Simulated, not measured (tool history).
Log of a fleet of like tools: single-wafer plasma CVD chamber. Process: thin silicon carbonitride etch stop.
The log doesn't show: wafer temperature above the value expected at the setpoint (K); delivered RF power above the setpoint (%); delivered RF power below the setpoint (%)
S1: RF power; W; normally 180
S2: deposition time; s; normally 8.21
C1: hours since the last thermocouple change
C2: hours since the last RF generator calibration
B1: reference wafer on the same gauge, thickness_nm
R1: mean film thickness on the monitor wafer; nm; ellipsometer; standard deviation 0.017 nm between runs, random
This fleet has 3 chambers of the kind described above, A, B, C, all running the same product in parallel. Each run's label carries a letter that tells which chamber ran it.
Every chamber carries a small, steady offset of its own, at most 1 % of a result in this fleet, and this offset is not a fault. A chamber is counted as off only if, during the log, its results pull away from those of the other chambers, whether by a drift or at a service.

{"run": "1C", "day": 0.483, "S1": 180, "S2": 8.21, "C1": 1227.8, "C2": 1305.3, "B1": 5.144, "R1": 4.5373}
{"run": "2B", "day": 0.946, "S1": 180, "S2": 8.21, "C1": 1374.2, "C2": 431, "B1": 5.1418, "R1": 4.5032}
{"run": "3A", "day": 1.196, "S1": 180, "S2": 8.21, "C1": 1967.9, "C2": 1197.9, "B1": 5.1351, "R1": 4.5218}
{"run": "4A", "day": 1.538, "S1": 180, "S2": 8.21, "C1": 1976.1, "C2": 1206.1, "B1": 5.1451, "R1": 4.5027}
{"run": "5B", "day": 2.012, "S1": 180, "S2": 8.21, "C1": 1399.8, "C2": 456.6, "B1": 5.1411, "R1": 4.5186}
{"run": "6C", "day": 2.317, "S1": 180, "S2": 8.21, "C1": 1271.8, "C2": 1349.3, "B1": 5.1392, "R1": 4.5507}
{"run": "7B", "day": 2.625, "S1": 180, "S2": 8.21, "C1": 1414.5, "C2": 471.3, "B1": 5.139, "R1": 4.5342}
{"run": "8C", "day": 2.979, "S1": 180, "S2": 8.21, "C1": 1287.7, "C2": 1365.2, "B1": 5.1434, "R1": 4.531}
{"run": "9A", "day": 3.254, "S1": 180, "S2": 8.21, "C1": 2017.3, "C2": 1247.3, "B1": 5.139, "R1": 4.4972}
{"run": "10B", "day": 3.517, "S1": 180, "S2": 8.21, "C1": 1435.9, "C2": 492.7, "B1": 5.1375, "R1": 4.5111}
{"run": "11A", "day": 3.829, "S1": 180, "S2": 8.21, "C1": 2031.1, "C2": 1261.1, "B1": 5.1355, "R1": 4.4807}
{"run": "12C", "day": 4.079, "S1": 180, "S2": 8.21, "C1": 1314.1, "C2": 1391.6, "B1": 5.1415, "R1": 4.5276}
{"run": "13B", "day": 4.5, "S1": 180, "S2": 8.21, "C1": 1459.5, "C2": 516.3, "B1": 5.1361, "R1": 4.5369}
{"day": 4.508, "done": "chamber C: thermocouple changed; heater temperature recalibrated"}
{"run": "14A", "day": 4.908, "S1": 180, "S2": 8.21, "C1": 2057, "C2": 1287, "B1": 5.1394, "R1": 4.4967}
{"run": "15C", "day": 5.15, "S1": 180, "S2": 8.21, "C1": 15.4, "C2": 1417.3, "B1": 5.1414, "R1": 4.5198}
{"run": "16C", "day": 5.417, "S1": 180, "S2": 8.21, "C1": 21.8, "C2": 1423.7, "B1": 5.1363, "R1": 4.476}
{"run": "17B", "day": 5.808, "S1": 160, "S2": 8.21, "C1": 1490.9, "C2": 547.7, "B1": 5.141, "R1": 4.36}
{"run": "18A", "day": 6.075, "S1": 160, "S2": 8.21, "C1": 2085, "C2": 1315, "B1": 5.136, "R1": 4.369}
{"run": "19A", "day": 6.408, "S1": 160, "S2": 8.21, "C1": 2093, "C2": 1323, "B1": 5.143, "R1": 4.3397}
{"run": "20B", "day": 6.8, "S1": 180, "S2": 8.21, "C1": 1514.7, "C2": 571.5, "B1": 5.1384, "R1": 4.547}
{"day": 7.096, "done": "chamber B: thermocouple changed; heater temperature recalibrated"}
{"run": "21C", "day": 7.225, "S1": 180, "S2": 8.21, "C1": 65.2, "C2": 1467.1, "B1": 5.1389, "R1": 4.5503}
{"run": "22A", "day": 7.704, "S1": 210, "S2": 9.01, "C1": 2124.1, "C2": 1354.1, "B1": 5.1422, "R1": 5.1511}
{"run": "23C", "day": 8.121, "S1": 210, "S2": 9.01, "C1": 86.7, "C2": 1488.6, "B1": 5.1415, "R1": 5.2221}
{"run": "24B", "day": 8.488, "S1": 210, "S2": 9.01, "C1": 33.5, "C2": 612, "B1": 5.142, "R1": 5.2152}
{"run": "25C", "day": 8.917, "S1": 180, "S2": 8.21, "C1": 105.8, "C2": 1507.7, "B1": 5.141, "R1": 4.5248}
{"run": "26B", "day": 9.158, "S1": 180, "S2": 8.21, "C1": 49.6, "C2": 628.1, "B1": 5.1404, "R1": 4.5598}
{"run": "27A", "day": 9.662, "S1": 145, "S2": 8.21, "C1": 2171.1, "C2": 1401.1, "B1": 5.1396, "R1": 4.2414}
{"run": "28C", "day": 9.946, "S1": 145, "S2": 8.21, "C1": 130.5, "C2": 1532.4, "B1": 5.14, "R1": 4.246}
{"run": "29A", "day": 10.471, "S1": 145, "S2": 8.21, "C1": 2190.5, "C2": 1420.5, "B1": 5.1368, "R1": 4.2331}
{"run": "30B", "day": 10.842, "S1": 205, "S2": 8.21, "C1": 90, "C2": 668.5, "B1": 5.1403, "R1": 4.7029}
{"run": "31B", "day": 11.271, "S1": 205, "S2": 8.21, "C1": 100.3, "C2": 678.8, "B1": 5.1415, "R1": 4.7087}
{"run": "32A", "day": 11.629, "S1": 205, "S2": 8.21, "C1": 2218.3, "C2": 1448.3, "B1": 5.1399, "R1": 4.634}
{"run": "33C", "day": 12.088, "S1": 180, "S2": 8.21, "C1": 181.9, "C2": 1583.8, "B1": 5.1408, "R1": 4.5303}

Does one chamber stand apart from the rest, does the shared gauge drift, or is all well apart from small per-chamber offsets? Give the chamber and the most likely cause, where there is one.

No chamber is off and the gauge is stable; the differences are just each chamber's small, constant offset.
